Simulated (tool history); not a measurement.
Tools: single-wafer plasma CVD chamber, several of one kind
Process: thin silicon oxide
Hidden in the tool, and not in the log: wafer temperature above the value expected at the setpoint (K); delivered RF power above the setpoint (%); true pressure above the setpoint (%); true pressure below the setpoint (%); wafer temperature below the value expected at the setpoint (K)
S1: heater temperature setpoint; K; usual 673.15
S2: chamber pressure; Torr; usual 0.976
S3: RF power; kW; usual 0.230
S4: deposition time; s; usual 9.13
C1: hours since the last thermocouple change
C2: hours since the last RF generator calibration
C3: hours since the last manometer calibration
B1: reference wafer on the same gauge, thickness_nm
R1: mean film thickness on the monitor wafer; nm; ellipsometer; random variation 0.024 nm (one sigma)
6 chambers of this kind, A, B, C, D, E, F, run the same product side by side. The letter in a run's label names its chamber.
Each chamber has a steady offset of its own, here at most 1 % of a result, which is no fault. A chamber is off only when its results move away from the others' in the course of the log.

{"run": "1E", "hour": 14.2, "S1": 673.15, "S2": 0.976, "S3": 0.23, "S4": 9.13, "C1": 2056.1, "C2": 589.9, "C3": 763.3, "B1": 16.005, "R1": 17.775}
{"run": "2D", "hour": 26.7, "S1": 673.15, "S2": 0.976, "S3": 0.23, "S4": 9.13, "C1": 830.5, "C2": 825.0, "C3": 1215.5, "B1": 16.003, "R1": 17.629}
{"run": "3B", "hour": 37.1, "S1": 673.15, "S2": 0.976, "S3": 0.23, "S4": 9.13, "C1": 297.2, "C2": 752.2, "C3": 451.4, "B1": 16.002, "R1": 17.527}
{"run": "4F", "hour": 51.3, "S1": 673.15, "S2": 0.976, "S3": 0.23, "S4": 9.13, "C1": 2139.7, "C2": 480.1, "C3": 1559.8, "B1": 16.005, "R1": 17.68}
{"run": "5C", "hour": 63.3, "S1": 673.15, "S2": 0.976, "S3": 0.23, "S4": 9.13, "C1": 1038.6, "C2": 245.6, "C3": 985.1, "B1": 16.011, "R1": 17.766}
{"run": "6A", "hour": 77.4, "S1": 673.15, "S2": 0.976, "S3": 0.23, "S4": 9.13, "C1": 700.3, "C2": 179.9, "C3": 848.8, "B1": 16.014, "R1": 17.578}
{"run": "7D", "hour": 86.9, "S1": 673.15, "S2": 0.976, "S3": 0.23, "S4": 9.13, "C1": 890.7, "C2": 885.2, "C3": 1275.7, "B1": 16.016, "R1": 17.585}
{"hour": 87.9, "done": "chamber E: thermocouple changed; heater temperature recalibrated"}
{"run": "8A", "hour": 97.1, "S1": 673.15, "S2": 0.976, "S3": 0.23, "S4": 9.13, "C1": 720.0, "C2": 199.6, "C3": 868.5, "B1": 16.019, "R1": 17.53}
{"hour": 100.6, "done": "chamber D: RF generator calibrated"}
{"run": "9C", "hour": 106.1, "S1": 680.15, "S2": 1.093, "S3": 0.23, "S4": 9.13, "C1": 1081.4, "C2": 288.4, "C3": 1027.9, "B1": 16.017, "R1": 19.001}
{"run": "10F", "hour": 118.4, "S1": 680.15, "S2": 1.093, "S3": 0.23, "S4": 9.13, "C1": 2206.8, "C2": 547.2, "C3": 1626.9, "B1": 16.022, "R1": 19.002}
{"run": "11B", "hour": 131.5, "S1": 680.15, "S2": 1.093, "S3": 0.23, "S4": 9.13, "C1": 391.6, "C2": 846.6, "C3": 545.8, "B1": 16.029, "R1": 18.825}
{"run": "12E", "hour": 143.7, "S1": 680.15, "S2": 1.093, "S3": 0.23, "S4": 9.13, "C1": 55.9, "C2": 719.4, "C3": 892.8, "B1": 16.024, "R1": 19.099}
{"run": "13E", "hour": 156.8, "S1": 680.15, "S2": 1.093, "S3": 0.23, "S4": 9.13, "C1": 69.0, "C2": 732.5, "C3": 905.9, "B1": 16.031, "R1": 19.134}
{"hour": 165.4, "done": "chamber C: thermocouple changed; heater temperature recalibrated"}
{"run": "14B", "hour": 170.7, "S1": 680.15, "S2": 1.093, "S3": 0.23, "S4": 9.13, "C1": 430.8, "C2": 885.8, "C3": 585.0, "B1": 16.029, "R1": 18.846}
{"run": "15C", "hour": 179.8, "S1": 673.15, "S2": 0.976, "S3": 0.23, "S4": 9.13, "C1": 14.5, "C2": 362.1, "C3": 1101.6, "B1": 16.03, "R1": 17.734}
{"run": "16F", "hour": 190.0, "S1": 673.15, "S2": 0.976, "S3": 0.23, "S4": 9.13, "C1": 2278.4, "C2": 618.8, "C3": 1698.5, "B1": 16.037, "R1": 17.725}
{"run": "17A", "hour": 202.7, "S1": 673.15, "S2": 0.976, "S3": 0.23, "S4": 9.13, "C1": 825.6, "C2": 305.2, "C3": 974.1, "B1": 16.035, "R1": 17.567}
{"run": "18D", "hour": 217.0, "S1": 673.15, "S2": 0.976, "S3": 0.23, "S4": 9.13, "C1": 1020.8, "C2": 116.4, "C3": 1405.8, "B1": 16.045, "R1": 17.642}
{"run": "19E", "hour": 230.5, "S1": 673.15, "S2": 0.976, "S3": 0.23, "S4": 9.13, "C1": 142.7, "C2": 806.2, "C3": 979.6, "B1": 16.045, "R1": 17.819}
{"run": "20F", "hour": 240.9, "S1": 673.15, "S2": 0.976, "S3": 0.23, "S4": 9.13, "C1": 2329.3, "C2": 669.7, "C3": 1749.4, "B1": 16.042, "R1": 17.717}
{"hour": 245.4, "done": "chamber E: RF generator calibrated"}
{"run": "21D", "hour": 253.7, "S1": 673.15, "S2": 0.976, "S3": 0.23, "S4": 9.13, "C1": 1057.5, "C2": 153.1, "C3": 1442.5, "B1": 16.048, "R1": 17.679}
{"run": "22A", "hour": 261.2, "S1": 673.15, "S2": 0.976, "S3": 0.23, "S4": 9.13, "C1": 884.1, "C2": 363.7, "C3": 1032.6, "B1": 16.047, "R1": 17.581}
{"hour": 265.0, "done": "chamber F: thermocouple changed; heater temperature recalibrated"}
{"run": "23C", "hour": 268.6, "S1": 673.15, "S2": 0.976, "S3": 0.23, "S4": 9.13, "C1": 103.3, "C2": 450.9, "C3": 1190.4, "B1": 16.046, "R1": 17.721}
{"run": "24B", "hour": 282.7, "S1": 673.15, "S2": 0.976, "S3": 0.23, "S4": 9.13, "C1": 542.8, "C2": 997.8, "C3": 697.0, "B1": 16.048, "R1": 17.562}
{"run": "25D", "hour": 291.4, "S1": 673.15, "S2": 0.976, "S3": 0.23, "S4": 9.13, "C1": 1095.2, "C2": 190.8, "C3": 1480.2, "B1": 16.053, "R1": 17.654}
{"run": "26E", "hour": 299.2, "S1": 673.15, "S2": 0.976, "S3": 0.23, "S4": 9.13, "C1": 211.4, "C2": 53.8, "C3": 1048.3, "B1": 16.054, "R1": 17.847}
{"run": "27F", "hour": 308.0, "S1": 673.15, "S2": 0.976, "S3": 0.23, "S4": 9.13, "C1": 43.0, "C2": 736.8, "C3": 1816.5, "B1": 16.064, "R1": 17.746}
{"run": "28A", "hour": 319.7, "S1": 673.15, "S2": 0.799, "S3": 0.23, "S4": 7.58, "C1": 942.6, "C2": 422.2, "C3": 1091.1, "B1": 16.062, "R1": 12.353}
{"run": "29C", "hour": 331.0, "S1": 673.15, "S2": 0.799, "S3": 0.23, "S4": 7.58, "C1": 165.7, "C2": 513.3, "C3": 1252.8, "B1": 16.069, "R1": 12.534}
{"run": "30B", "hour": 339.3, "S1": 673.15, "S2": 0.799, "S3": 0.23, "S4": 7.58, "C1": 599.4, "C2": 1054.4, "C3": 753.6, "B1": 16.064, "R1": 12.333}
{"run": "31E", "hour": 349.5, "S1": 673.15, "S2": 0.799, "S3": 0.23, "S4": 7.58, "C1": 261.7, "C2": 104.1, "C3": 1098.6, "B1": 16.066, "R1": 12.415}
{"run": "32D", "hour": 362.1, "S1": 673.15, "S2": 0.799, "S3": 0.23, "S4": 7.58, "C1": 1165.9, "C2": 261.5, "C3": 1550.9, "B1": 16.062, "R1": 12.311}
{"run": "33C", "hour": 368.6, "S1": 673.15, "S2": 0.799, "S3": 0.23, "S4": 7.58, "C1": 203.3, "C2": 550.9, "C3": 1290.4, "B1": 16.066, "R1": 12.535}
{"run": "34A", "hour": 376.0, "S1": 673.15, "S2": 0.976, "S3": 0.23, "S4": 9.13, "C1": 998.9, "C2": 478.5, "C3": 1147.4, "B1": 16.073, "R1": 17.644}
{"run": "35F", "hour": 389.1, "S1": 673.15, "S2": 0.976, "S3": 0.23, "S4": 9.13, "C1": 124.1, "C2": 817.9, "C3": 1897.6, "B1": 16.069, "R1": 17.748}
{"run": "36B", "hour": 398.8, "S1": 673.15, "S2": 0.976, "S3": 0.23, "S4": 9.13, "C1": 658.9, "C2": 1113.9, "C3": 813.1, "B1": 16.078, "R1": 17.642}
{"run": "37F", "hour": 410.0, "S1": 673.15, "S2": 0.976, "S3": 0.23, "S4": 9.13, "C1": 145.0, "C2": 838.8, "C3": 1918.5, "B1": 16.08, "R1": 17.792}
{"run": "38E", "hour": 419.1, "S1": 673.15, "S2": 0.976, "S3": 0.23, "S4": 9.13, "C1": 331.3, "C2": 173.7, "C3": 1168.2, "B1": 16.081, "R1": 17.825}
{"run": "39B", "hour": 429.8, "S1": 673.15, "S2": 0.976, "S3": 0.23, "S4": 9.13, "C1": 689.9, "C2": 1144.9, "C3": 844.1, "B1": 16.08, "R1": 17.631}
{"run": "40D", "hour": 437.3, "S1": 673.15, "S2": 0.976, "S3": 0.23, "S4": 9.13, "C1": 1241.1, "C2": 336.7, "C3": 1626.1, "B1": 16.077, "R1": 17.7}
{"run": "41C", "hour": 451.5, "S1": 673.15, "S2": 0.976, "S3": 0.23, "S4": 9.13, "C1": 286.2, "C2": 633.8, "C3": 1373.3, "B1": 16.083, "R1": 17.746}
{"run": "42A", "hour": 465.0, "S1": 673.15, "S2": 0.976, "S3": 0.23, "S4": 9.13, "C1": 1087.9, "C2": 567.5, "C3": 1236.4, "B1": 16.087, "R1": 17.642}

Is one chamber off against the others, does the gauge drift, or is nothing wrong? If a chamber is off, say which, and what the likeliest cause is.

The gauge drifts, so all chambers seem to drift together. No chamber is off.
Cause: gauge reads high (%) = 0.546.

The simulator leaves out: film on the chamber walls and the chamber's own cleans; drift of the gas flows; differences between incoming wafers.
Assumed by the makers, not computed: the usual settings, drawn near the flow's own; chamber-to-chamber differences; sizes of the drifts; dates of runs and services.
